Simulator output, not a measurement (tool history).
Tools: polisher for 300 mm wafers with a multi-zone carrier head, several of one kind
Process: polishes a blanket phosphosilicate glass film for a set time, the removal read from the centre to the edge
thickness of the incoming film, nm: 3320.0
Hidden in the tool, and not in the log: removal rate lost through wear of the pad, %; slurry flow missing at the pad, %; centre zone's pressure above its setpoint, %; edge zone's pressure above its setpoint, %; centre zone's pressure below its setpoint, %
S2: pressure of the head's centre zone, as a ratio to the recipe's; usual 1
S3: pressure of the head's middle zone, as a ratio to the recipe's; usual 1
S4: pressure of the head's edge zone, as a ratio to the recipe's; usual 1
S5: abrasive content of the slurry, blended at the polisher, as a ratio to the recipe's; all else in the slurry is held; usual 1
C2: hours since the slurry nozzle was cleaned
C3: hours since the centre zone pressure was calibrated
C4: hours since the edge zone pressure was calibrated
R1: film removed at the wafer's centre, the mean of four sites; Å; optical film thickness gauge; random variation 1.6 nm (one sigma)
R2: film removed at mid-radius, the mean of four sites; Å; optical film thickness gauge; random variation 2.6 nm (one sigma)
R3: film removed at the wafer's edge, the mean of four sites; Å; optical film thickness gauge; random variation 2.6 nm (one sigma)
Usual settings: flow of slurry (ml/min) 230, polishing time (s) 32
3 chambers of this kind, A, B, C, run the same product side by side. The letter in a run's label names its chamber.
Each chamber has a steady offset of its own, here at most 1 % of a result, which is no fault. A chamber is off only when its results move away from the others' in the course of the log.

-- hour=0.9 chamber B: worn pad replaced by a new one
run 1A hour=2.9 | flow_of_slurry_(ml/min)=230 S2=1 S3=1 S4=1 S5=1 polishing_time_(s)=32 | wafers_polished_on_this_pad=355 C2=7.5 C3=549.2 C4=588.5 | R1=1955.5 R2=1957.1 R3=1991.8
run 2C hour=5.5 | flow_of_slurry_(ml/min)=230 S2=1 S3=1 S4=1 S5=1 polishing_time_(s)=32 | wafers_polished_on_this_pad=337 C2=205.9 C3=568.4 C4=570.7 | R1=1928.5 R2=1963.4 R3=1940
run 3B hour=9.5 | flow_of_slurry_(ml/min)=230 S2=1 S3=1 S4=1 S5=1 polishing_time_(s)=32 | wafers_polished_on_this_pad=82 C2=188.8 C3=233.9 C4=704.2 | R1=1966.5 R2=1924.8 R3=1957.3
run 4A hour=15.1 | flow_of_slurry_(ml/min)=230 S2=1 S3=1 S4=1 S5=1 polishing_time_(s)=32 | wafers_polished_on_this_pad=473 C2=19.7 C3=561.4 C4=600.7 | R1=1928.5 R2=1933.7 R3=1956.2
run 5C hour=19.6 | flow_of_slurry_(ml/min)=230 S2=1 S3=1 S4=1 S5=1 polishing_time_(s)=32 | wafers_polished_on_this_pad=472 C2=220 C3=582.5 C4=584.8 | R1=1928.1 R2=1999.6 R3=1956
run 6B hour=24.3 | flow_of_slurry_(ml/min)=230 S2=1 S3=1 S4=1 S5=1 polishing_time_(s)=32 | wafers_polished_on_this_pad=225 C2=203.6 C3=248.7 C4=719 | R1=1939.3 R2=1943.3 R3=1962.9
run 7C hour=27.4 | flow_of_slurry_(ml/min)=230 S2=1 S3=1 S4=1 S5=1 polishing_time_(s)=32 | wafers_polished_on_this_pad=547 C2=227.8 C3=590.3 C4=592.6 | R1=1944.6 R2=1918.9 R3=1966.9
run 8A hour=32.5 | flow_of_slurry_(ml/min)=230 S2=1 S3=1 S4=1 S5=1 polishing_time_(s)=32 | wafers_polished_on_this_pad=640 C2=37.1 C3=578.8 C4=618.1 | R1=1937.1 R2=1977.7 R3=1927.7
run 9B hour=36.7 | flow_of_slurry_(ml/min)=230 S2=1 S3=1.05 S4=1 S5=1.15 polishing_time_(s)=32 | wafers_polished_on_this_pad=344 C2=216 C3=261.1 C4=731.4 | R1=2054.5 R2=2204.7 R3=2076.1
run 10B hour=39.2 | flow_of_slurry_(ml/min)=230 S2=1 S3=1.05 S4=1 S5=1.15 polishing_time_(s)=32 | wafers_polished_on_this_pad=368 C2=218.5 C3=263.6 C4=733.9 | R1=2055.1 R2=2226.4 R3=2070
-- hour=42.5 chamber A: worn pad replaced by a new one
run 11C hour=42.8 | flow_of_slurry_(ml/min)=230 S2=1 S3=1.05 S4=1 S5=1.15 polishing_time_(s)=32 | wafers_polished_on_this_pad=695 C2=243.2 C3=605.7 C4=608 | R1=2049.5 R2=2165.5 R3=2075.2
run 12A hour=45.3 | flow_of_slurry_(ml/min)=230 S2=1 S3=1 S4=1 S5=1 polishing_time_(s)=32 | wafers_polished_on_this_pad=27 C2=49.9 C3=591.6 C4=630.9 | R1=1947.4 R2=1953.9 R3=1925
-- hour=49.6 chamber B: edge zone pressure recalibrated
run 13B hour=50.5 | flow_of_slurry_(ml/min)=230 S2=1 S3=1 S4=1 S5=1 polishing_time_(s)=32 | wafers_polished_on_this_pad=476 C2=229.8 C3=274.9 C4=1 | R1=1940.8 R2=1926.4 R3=1923.6
run 14C hour=54.8 | flow_of_slurry_(ml/min)=230 S2=1 S3=1 S4=1 S5=1 polishing_time_(s)=32 | wafers_polished_on_this_pad=811 C2=255.2 C3=617.7 C4=620 | R1=1921.1 R2=1944.9 R3=1950.4
-- hour=55.5 chamber B: worn pad replaced by a new one
run 15A hour=57.6 | flow_of_slurry_(ml/min)=230 S2=1 S3=1 S4=1 S5=1 polishing_time_(s)=32 | wafers_polished_on_this_pad=145 C2=62.2 C3=603.9 C4=643.2 | R1=1948.2 R2=1934.2 R3=1958.6
run 16B hour=60.1 | flow_of_slurry_(ml/min)=230 S2=1 S3=1 S4=1 S5=1 polishing_time_(s)=32 | wafers_polished_on_this_pad=44 C2=239.4 C3=284.5 C4=10.6 | R1=1911.2 R2=1917.6 R3=1906.5
run 17C hour=65.6 | flow_of_slurry_(ml/min)=230 S2=1 S3=1 S4=1 S5=1 polishing_time_(s)=32 | wafers_polished_on_this_pad=914 C2=266 C3=628.5 C4=630.8 | R1=1930.4 R2=1973.6 R3=1943.7
run 18A hour=68.9 | flow_of_slurry_(ml/min)=230 S2=1 S3=1 S4=1 S5=1 polishing_time_(s)=32 | wafers_polished_on_this_pad=254 C2=73.5 C3=615.2 C4=654.5 | R1=1917.9 R2=1919.4 R3=1987.8
run 19A hour=73.7 | flow_of_slurry_(ml/min)=230 S2=1.04 S3=0.95 S4=1 S5=1 polishing_time_(s)=32 | wafers_polished_on_this_pad=300 C2=78.3 C3=620 C4=659.3 | R1=1997.4 R2=1848 R3=1907.5
run 20B hour=76.9 | flow_of_slurry_(ml/min)=230 S2=1.04 S3=0.95 S4=1 S5=1 polishing_time_(s)=32 | wafers_polished_on_this_pad=206 C2=256.2 C3=301.3 C4=27.4 | R1=1974.6 R2=1800.3 R3=1955.1
run 21C hour=80.8 | flow_of_slurry_(ml/min)=230 S2=1.04 S3=0.95 S4=1 S5=1 polishing_time_(s)=32 | wafers_polished_on_this_pad=1061 C2=281.2 C3=643.7 C4=646 | R1=2027.7 R2=1879.5 R3=1911.4
run 22B hour=85.4 | flow_of_slurry_(ml/min)=230 S2=1 S3=1 S4=1 S5=1 polishing_time_(s)=32 | wafers_polished_on_this_pad=287 C2=264.7 C3=309.8 C4=35.9 | R1=1877.8 R2=2002.8 R3=1953.3
run 23C hour=89.7 | flow_of_slurry_(ml/min)=230 S2=1 S3=1 S4=1 S5=1 polishing_time_(s)=32 | wafers_polished_on_this_pad=1146 C2=290.1 C3=652.6 C4=654.9 | R1=1933 R2=1942.6 R3=1946.2
run 24A hour=93.5 | flow_of_slurry_(ml/min)=230 S2=1 S3=1 S4=1 S5=1 polishing_time_(s)=32 | wafers_polished_on_this_pad=491 C2=98.1 C3=639.8 C4=679.1 | R1=1940.4 R2=1984 R3=1945.9
run 25A hour=98.8 | flow_of_slurry_(ml/min)=230 S2=1 S3=1 S4=1 S5=1 polishing_time_(s)=32 | wafers_polished_on_this_pad=542 C2=103.4 C3=645.1 C4=684.4 | R1=1947.9 R2=1905.3 R3=1989.7
run 26C hour=102.3 | flow_of_slurry_(ml/min)=190 S2=1 S3=1 S4=1 S5=0.9 polishing_time_(s)=32 | wafers_polished_on_this_pad=1267 C2=302.7 C3=665.2 C4=667.5 | R1=1803.1 R2=1830.6 R3=1827.9
run 27B hour=106 | flow_of_slurry_(ml/min)=190 S2=1 S3=1 S4=1 S5=0.9 polishing_time_(s)=32 | wafers_polished_on_this_pad=485 C2=285.3 C3=330.4 C4=56.5 | R1=1706.4 R2=1800.8 R3=1816.7
-- hour=107.7 chamber C: worn pad replaced by a new one
run 28C hour=110.7 | flow_of_slurry_(ml/min)=190 S2=1 S3=1 S4=1 S5=0.9 polishing_time_(s)=32 | wafers_polished_on_this_pad=29 C2=311.1 C3=673.6 C4=675.9 | R1=1791.3 R2=1834 R3=1838.8
run 29B hour=113.5 | flow_of_slurry_(ml/min)=230 S2=1 S3=1 S4=1 S5=1 polishing_time_(s)=32 | wafers_polished_on_this_pad=557 C2=292.8 C3=337.9 C4=64 | R1=1818.7 R2=1914.7 R3=1922.7

All 3 chambers run these settings next. Forecast each chamber's results:
run 30A hour=117.6 | flow_of_slurry_(ml/min)=300 S2=1 S3=1 S4=1 S5=1 polishing_time_(s)=32 | R1=? R2=? R3=?
run 30B hour=117.6 | flow_of_slurry_(ml/min)=300 S2=1 S3=1 S4=1 S5=1 polishing_time_(s)=32 | R1=? R2=? R3=?
run 30C hour=117.6 | flow_of_slurry_(ml/min)=300 S2=1 S3=1 S4=1 S5=1 polishing_time_(s)=32 | R1=? R2=? R3=?

run=30A R1=2019.9 R2=2004.2 R3=1983.1
run=30B R1=1851.8 R2=2018.7 R3=1972.8
run=30C R1=2047.9 R2=2066.2 R3=1938.5
